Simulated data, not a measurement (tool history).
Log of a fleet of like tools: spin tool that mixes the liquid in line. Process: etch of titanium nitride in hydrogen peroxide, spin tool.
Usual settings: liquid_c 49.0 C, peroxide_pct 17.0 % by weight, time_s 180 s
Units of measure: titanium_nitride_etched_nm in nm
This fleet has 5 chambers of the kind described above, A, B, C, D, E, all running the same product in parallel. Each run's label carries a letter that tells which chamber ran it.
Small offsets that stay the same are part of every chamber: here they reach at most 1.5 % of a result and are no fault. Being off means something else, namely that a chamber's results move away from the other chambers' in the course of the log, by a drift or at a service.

run,hour,liquid_c,peroxide_pct,time_s,hours since the thermometer was replaced,hours since the peroxide flow meter was replaced,hours since the heated supply line was repaired,hours since the drum of peroxide was connected,"read-back film thickness of the titanium nitride reference wafer, read on the same gauge (nm)",titanium_nitride_etched_nm
1D,8.2,49.0,17.0,180,999.8,1574.7,1178.9,38.7,40.008,7.5493
2E,20.8,49.0,17.0,180,1584.6,767.6,177.6,290.5,39.982,7.6987
3B,32.6,49.0,17.0,180,401.7,358.9,726.3,213.8,40.005,7.7094
4A,46.7,49.0,17.0,180,702.4,255.3,1117.6,428.3,39.986,7.6637
5C,57.4,49.0,17.0,180,1576.6,595.0,1446.4,378.8,40.003,7.5174
6B,70.3,49.0,17.0,180,439.4,396.6,764.0,251.5,39.997,7.6612
# hour 74.6: chamber C: peroxide flow meter replaced
7A,80.8,49.0,17.0,180,736.5,289.4,1151.7,462.4,40.016,7.6666
8E,89.3,49.0,17.0,180,1653.1,836.1,246.1,359.0,39.992,7.6751
9D,98.3,49.0,17.0,180,1089.9,1664.8,1269.0,128.8,40.013,7.5621
10C,108.7,49.0,13.5,180,1627.9,34.2,1497.7,430.1,40.021,7.2016
11B,118.3,49.0,13.5,180,487.4,444.6,812.0,299.5,40.016,7.3436
12D,132.5,49.0,13.5,180,1124.1,1699.0,1303.2,163.0,40.011,7.2371
13A,139.9,49.0,13.5,180,795.6,348.5,1210.8,521.5,40.003,7.3165
# hour 151.3: chamber D: thermometer replaced
14E,151.5,49.0,13.5,180,1715.3,898.3,308.3,421.2,39.998,7.3156
15C,158.5,49.0,15.5,280,1677.7,84.0,1547.5,479.9,40.008,11.5050
16A,171.6,49.0,15.5,280,827.3,380.2,1242.5,553.2,39.993,11.7350
17C,186.5,49.0,15.5,280,1705.7,112.0,1575.5,507.9,39.992,11.5620
18B,196.4,49.0,15.5,280,565.5,522.7,890.1,377.6,39.998,11.8340
# hour 198.0: chamber C: new drum of peroxide connected
19D,203.3,49.0,15.5,280,52.1,1769.8,1374.0,233.8,40.001,11.5470
20E,217.3,49.0,17.0,180,1781.1,964.1,374.1,487.0,40.017,7.6900
21A,229.7,49.0,17.0,180,885.4,438.3,1300.6,611.3,39.985,7.6595
22C,242.3,49.0,17.0,180,1761.5,167.8,1631.3,44.3,40.014,7.5873
23E,252.3,40.5,20.0,180,1816.1,999.1,409.1,522.0,39.998,4.2282
24D,264.3,40.5,20.0,180,113.1,1830.8,1435.0,294.8,40.009,4.1909
25B,276.0,40.5,20.0,180,645.1,602.3,969.7,457.2,39.989,4.2490
26C,286.9,40.5,20.0,180,1806.1,212.4,1675.9,88.9,39.995,4.1035
27D,298.3,40.5,20.0,180,147.1,1864.8,1469.0,328.8,39.983,4.1915
28A,312.4,49.0,17.0,180,968.1,521.0,1383.3,694.0,39.984,7.6836
29E,323.5,49.0,17.0,180,1887.3,1070.3,480.3,593.2,40.006,7.6944
# hour 327.5: chamber A: heated supply line repaired
30B,338.7,49.0,12.5,110,707.8,665.0,1032.4,519.9,40.001,4.5376
31C,353.0,49.0,12.5,110,1872.2,278.5,1742.0,155.0,40.021,4.3166
32B,361.0,49.0,12.5,110,730.1,687.3,1054.7,542.2,39.999,4.5325
33A,370.7,49.0,12.5,110,1026.4,579.3,43.2,752.3,39.989,4.3912
34E,382.5,49.0,12.5,110,1946.3,1129.3,539.3,652.2,40.020,4.4214
# hour 386.4: chamber B: peroxide flow meter replaced
35D,397.0,49.0,17.0,180,245.8,1963.5,1567.7,427.5,40.008,7.5552
36C,404.2,49.0,17.0,180,1923.4,329.7,1793.2,206.2,40.017,7.4939
37B,417.5,49.0,17.0,180,786.6,31.1,1111.2,598.7,39.984,7.9741
38E,426.6,49.0,12.5,180,1990.4,1173.4,583.4,696.3,39.995,7.2029

All 5 chambers run these settings next. Forecast each chamber's results:
39A,437.4,49.0,17.0,180,,,,,,?
39B,437.4,49.0,17.0,180,,,,,,?
39C,437.4,49.0,17.0,180,,,,,,?
39D,437.4,49.0,17.0,180,,,,,,?
39E,437.4,49.0,17.0,180,,,,,,?

run,titanium_nitride_etched_nm
39A,7.6856
39B,8.0211
39C,7.5286
39D,7.5825
39E,7.7097
